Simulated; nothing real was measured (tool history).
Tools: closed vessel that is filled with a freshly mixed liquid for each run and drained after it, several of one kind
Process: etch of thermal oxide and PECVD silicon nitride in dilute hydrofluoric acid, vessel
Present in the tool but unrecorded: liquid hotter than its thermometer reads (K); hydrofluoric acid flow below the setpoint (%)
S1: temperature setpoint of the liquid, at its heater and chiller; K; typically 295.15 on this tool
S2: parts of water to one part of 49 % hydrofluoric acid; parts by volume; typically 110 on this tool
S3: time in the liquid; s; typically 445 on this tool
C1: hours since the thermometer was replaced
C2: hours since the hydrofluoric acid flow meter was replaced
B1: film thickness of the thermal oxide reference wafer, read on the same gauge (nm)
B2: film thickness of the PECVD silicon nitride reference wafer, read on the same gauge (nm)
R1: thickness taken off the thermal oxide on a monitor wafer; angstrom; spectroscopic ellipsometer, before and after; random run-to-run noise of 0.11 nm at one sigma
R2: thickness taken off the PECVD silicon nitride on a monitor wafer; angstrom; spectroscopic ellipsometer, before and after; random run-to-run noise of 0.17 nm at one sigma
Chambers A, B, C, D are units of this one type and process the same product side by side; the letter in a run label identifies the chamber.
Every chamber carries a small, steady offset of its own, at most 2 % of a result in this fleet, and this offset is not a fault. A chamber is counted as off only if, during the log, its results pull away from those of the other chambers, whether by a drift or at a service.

run	hour	S1	S2	S3	C1	C2	B1	B2	R1	R2
1A	8.8	295.15	110	445	1732.8	610.4	40.000	99.993	174.81	200.26
2C	16.7	295.15	110	445	277.8	2369.5	40.005	99.978	173.94	198.73
3D	25.1	295.15	110	445	212.9	619.0	39.978	99.997	169.72	202.25
4B	34.1	295.15	110	445	361.0	1450.3	39.986	99.984	173.80	202.84
5B	40.5	295.15	110	445	367.4	1456.7	39.989	100.020	172.95	201.85
6C	48.6	295.15	110	445	309.7	2401.4	39.983	99.966	172.02	198.83
7A	56.1	295.15	110	445	1780.1	657.7	39.989	100.020	172.31	199.37
8D	61.8	295.15	110	445	249.6	655.7	40.020	100.000	170.79	203.71
9C	66.9	295.15	110	445	328.0	2419.7	39.981	100.020	173.36	202.34
10D	70.8	295.15	110	445	258.6	664.7	39.996	100.020	170.65	200.56
11A	77.3	295.15	110	445	1801.3	678.9	39.963	100.020	175.09	198.47
12B	83.0	295.15	125	445	409.9	1499.2	40.011	100.000	150.06	177.38
13B	88.0	295.15	125	445	414.9	1504.2	40.019	100.020	149.48	178.76
14D	94.8	295.15	125	445	282.6	688.7	39.998	99.975	148.75	175.79
15C	99.4	295.15	125	445	360.5	2452.2	40.000	99.986	150.21	177.02
16A	104.8	295.15	110	445	1828.8	706.4	39.967	99.974	172.89	199.93
17B	110.3	295.15	110	445	437.2	1526.5	39.993	99.984	172.72	201.20
18A	114.5	297.15	85	445	1838.5	716.1	40.008	99.983	249.62	292.73
19D	122.8	297.15	85	445	310.6	716.7	40.008	99.986	241.97	295.12
20C	127.4	297.15	85	445	388.5	2480.2	39.994	99.982	251.24	293.43
21A	136.0	297.15	85	445	1860.0	737.6	39.997	99.971	248.56	295.32
22C	142.3	295.15	110	445	403.4	2495.1	39.995	100.010	173.40	196.94
# hour 146.6: chamber C: hydrofluoric acid flow meter replaced
23D	148.6	295.15	110	445	336.4	742.5	39.974	100.000	168.78	203.78
24B	156.7	295.15	110	445	483.6	1572.9	40.006	99.998	174.97	199.33
25B	162.1	295.15	110	445	489.0	1578.3	40.002	100.050	173.12	202.69
26A	166.8	295.15	110	335	1890.8	768.4	40.026	99.998	130.29	151.04
27C	173.5	295.15	110	335	434.6	27.0	40.008	100.000	132.27	151.07
# hour 181.9: chamber B: thermometer replaced
28D	181.9	295.15	110	335	369.7	775.8	40.010	100.030	127.51	152.88
29C	188.7	295.15	110	335	449.8	42.2	40.006	100.000	131.57	151.99
30A	195.8	295.15	110	445	1919.8	797.4	39.992	100.050	172.19	199.16
31D	204.7	295.15	140	445	392.5	798.6	39.987	100.000	130.03	158.12
32B	209.2	295.15	140	445	27.4	1625.4	40.039	99.971	133.49	158.71
33C	215.3	295.15	140	445	476.4	68.8	39.996	100.030	131.84	159.28
34D	220.3	295.15	140	445	408.1	814.2	40.003	99.986	129.47	159.34
35A	225.1	295.15	110	445	1949.1	826.7	40.022	100.000	172.47	203.04

Next, every chamber runs the same settings. What will each give?
36A	231.7	299.65	110	445					?	?
36B	231.7	299.65	110	445					?	?
36C	231.7	299.65	110	445					?	?
36D	231.7	299.65	110	445					?	?

run	R1	R2
36A	204.80	267.45
36B	206.77	269.58
36C	207.94	268.92
36D	202.89	269.12
